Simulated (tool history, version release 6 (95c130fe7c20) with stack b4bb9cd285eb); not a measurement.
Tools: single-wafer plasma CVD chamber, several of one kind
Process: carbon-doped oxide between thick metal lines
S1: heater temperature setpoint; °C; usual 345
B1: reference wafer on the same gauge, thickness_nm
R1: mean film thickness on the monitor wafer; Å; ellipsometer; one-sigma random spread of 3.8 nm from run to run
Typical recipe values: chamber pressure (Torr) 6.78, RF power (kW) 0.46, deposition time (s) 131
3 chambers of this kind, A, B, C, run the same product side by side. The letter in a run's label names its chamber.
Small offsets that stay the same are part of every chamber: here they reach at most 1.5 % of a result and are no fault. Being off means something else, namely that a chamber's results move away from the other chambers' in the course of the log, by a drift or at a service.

run 1C hour=6 | S1=345 chamber_pressure_(Torr)=6.78 RF_power_(kW)=0.46 deposition_time_(s)=131 | B1=733.19 | R1=6506
run 2A hour=13.6 | S1=345 chamber_pressure_(Torr)=6.78 RF_power_(kW)=0.46 deposition_time_(s)=131 | B1=733.74 | R1=6695
run 3B hour=22.3 | S1=345 chamber_pressure_(Torr)=6.78 RF_power_(kW)=0.46 deposition_time_(s)=131 | B1=732.94 | R1=6590.6
run 4C hour=27.4 | S1=345 chamber_pressure_(Torr)=6.78 RF_power_(kW)=0.46 deposition_time_(s)=131 | B1=734.76 | R1=6579
run 5B hour=32.1 | S1=345 chamber_pressure_(Torr)=7.88 RF_power_(kW)=0.46 deposition_time_(s)=131 | B1=733.12 | R1=6651
run 6A hour=40 | S1=345 chamber_pressure_(Torr)=7.88 RF_power_(kW)=0.46 deposition_time_(s)=131 | B1=732.97 | R1=6739.4
run 7C hour=45.4 | S1=345 chamber_pressure_(Torr)=7.88 RF_power_(kW)=0.46 deposition_time_(s)=131 | B1=732.91 | R1=6617.6
run 8B hour=49.6 | S1=345 chamber_pressure_(Torr)=6.78 RF_power_(kW)=0.46 deposition_time_(s)=131 | B1=732.83 | R1=6657.4
run 9A hour=56.2 | S1=345 chamber_pressure_(Torr)=6.78 RF_power_(kW)=0.46 deposition_time_(s)=131 | B1=732.88 | R1=6653.2
run 10B hour=63.6 | S1=345 chamber_pressure_(Torr)=6.78 RF_power_(kW)=0.46 deposition_time_(s)=131 | B1=732.05 | R1=6548
run 11C hour=67.7 | S1=345 chamber_pressure_(Torr)=6.78 RF_power_(kW)=0.46 deposition_time_(s)=131 | B1=733.73 | R1=6601.8
run 12A hour=75.8 | S1=350 chamber_pressure_(Torr)=8.1 RF_power_(kW)=0.46 deposition_time_(s)=131 | B1=733.36 | R1=6622.1
run 13A hour=83.3 | S1=350 chamber_pressure_(Torr)=8.1 RF_power_(kW)=0.46 deposition_time_(s)=131 | B1=733.2 | R1=6729.7
run 14C hour=91.6 | S1=350 chamber_pressure_(Torr)=8.1 RF_power_(kW)=0.46 deposition_time_(s)=131 | B1=733.37 | R1=6521.6
run 15B hour=96.4 | S1=345 chamber_pressure_(Torr)=6.78 RF_power_(kW)=0.46 deposition_time_(s)=131 | B1=732.69 | R1=6567.8
run 16C hour=104.7 | S1=345 chamber_pressure_(Torr)=6.78 RF_power_(kW)=0.46 deposition_time_(s)=131 | B1=733.69 | R1=6548.5
run 17A hour=111 | S1=345 chamber_pressure_(Torr)=6.78 RF_power_(kW)=0.46 deposition_time_(s)=131 | B1=734.01 | R1=6671.3
run 18B hour=116.8 | S1=345 chamber_pressure_(Torr)=6.78 RF_power_(kW)=0.46 deposition_time_(s)=131 | B1=733.43 | R1=6461.1
run 19C hour=122.1 | S1=345 chamber_pressure_(Torr)=6.78 RF_power_(kW)=0.46 deposition_time_(s)=131 | B1=732.55 | R1=6572
run 20A hour=130.8 | S1=345 chamber_pressure_(Torr)=6.78 RF_power_(kW)=0.46 deposition_time_(s)=131 | B1=733.22 | R1=6617.9
run 21B hour=138.6 | S1=345 chamber_pressure_(Torr)=6.78 RF_power_(kW)=0.46 deposition_time_(s)=131 | B1=732.88 | R1=6444.9
run 22A hour=144.2 | S1=345 chamber_pressure_(Torr)=6.78 RF_power_(kW)=0.46 deposition_time_(s)=131 | B1=732.28 | R1=6601.5
run 23B hour=148.9 | S1=345 chamber_pressure_(Torr)=6.78 RF_power_(kW)=0.55 deposition_time_(s)=131 | B1=733.73 | R1=7214.3
run 24C hour=157.2 | S1=345 chamber_pressure_(Torr)=6.78 RF_power_(kW)=0.55 deposition_time_(s)=131 | B1=733.04 | R1=7327.7
run 25C hour=164.1 | S1=345 chamber_pressure_(Torr)=6.78 RF_power_(kW)=0.55 deposition_time_(s)=131 | B1=733.91 | R1=7359.4
run 26B hour=168.2 | S1=345 chamber_pressure_(Torr)=6.78 RF_power_(kW)=0.46 deposition_time_(s)=131 | B1=731.63 | R1=6446.8
run 27A hour=174.4 | S1=345 chamber_pressure_(Torr)=6.78 RF_power_(kW)=0.46 deposition_time_(s)=131 | B1=732.03 | R1=6568.8
run 28A hour=178.6 | S1=345 chamber_pressure_(Torr)=6.78 RF_power_(kW)=0.46 deposition_time_(s)=131 | B1=732.61 | R1=6625.6
run 29C hour=182.8 | S1=345 chamber_pressure_(Torr)=6.78 RF_power_(kW)=0.46 deposition_time_(s)=131 | B1=732 | R1=6538
run 30B hour=191.5 | S1=345 chamber_pressure_(Torr)=6.78 RF_power_(kW)=0.46 deposition_time_(s)=131 | B1=733.1 | R1=6402.8
run 31C hour=197.7 | S1=358 chamber_pressure_(Torr)=6.78 RF_power_(kW)=0.46 deposition_time_(s)=131 | B1=733.96 | R1=6249.1
run 32A hour=206.5 | S1=358 chamber_pressure_(Torr)=6.78 RF_power_(kW)=0.46 deposition_time_(s)=131 | B1=732.16 | R1=6366.9
run 33B hour=210.9 | S1=358 chamber_pressure_(Torr)=6.78 RF_power_(kW)=0.46 deposition_time_(s)=131 | B1=732.69 | R1=6114.6
run 34B hour=216 | S1=345 chamber_pressure_(Torr)=6.78 RF_power_(kW)=0.46 deposition_time_(s)=131 | B1=732.37 | R1=6312.6
run 35A hour=221.3 | S1=345 chamber_pressure_(Torr)=6.78 RF_power_(kW)=0.46 deposition_time_(s)=131 | B1=734.08 | R1=6616.9
run 36C hour=226 | S1=345 chamber_pressure_(Torr)=6.78 RF_power_(kW)=0.5 deposition_time_(s)=131 | B1=732.4 | R1=6892.7
run 37B hour=234.8 | S1=345 chamber_pressure_(Torr)=6.78 RF_power_(kW)=0.5 deposition_time_(s)=131 | B1=734.36 | R1=6707.8

Predict what each chamber gives when all 3 of them run the settings below next.
run 38A hour=241.2 | S1=345 chamber_pressure_(Torr)=6.78 RF_power_(kW)=0.46 deposition_time_(s)=131 | R1=?
run 38B hour=241.2 | S1=345 chamber_pressure_(Torr)=6.78 RF_power_(kW)=0.46 deposition_time_(s)=131 | R1=?
run 38C hour=241.2 | S1=345 chamber_pressure_(Torr)=6.78 RF_power_(kW)=0.46 deposition_time_(s)=131 | R1=?

run=38A R1=6638.4
run=38B R1=6268.8
run=38C R1=6499.2
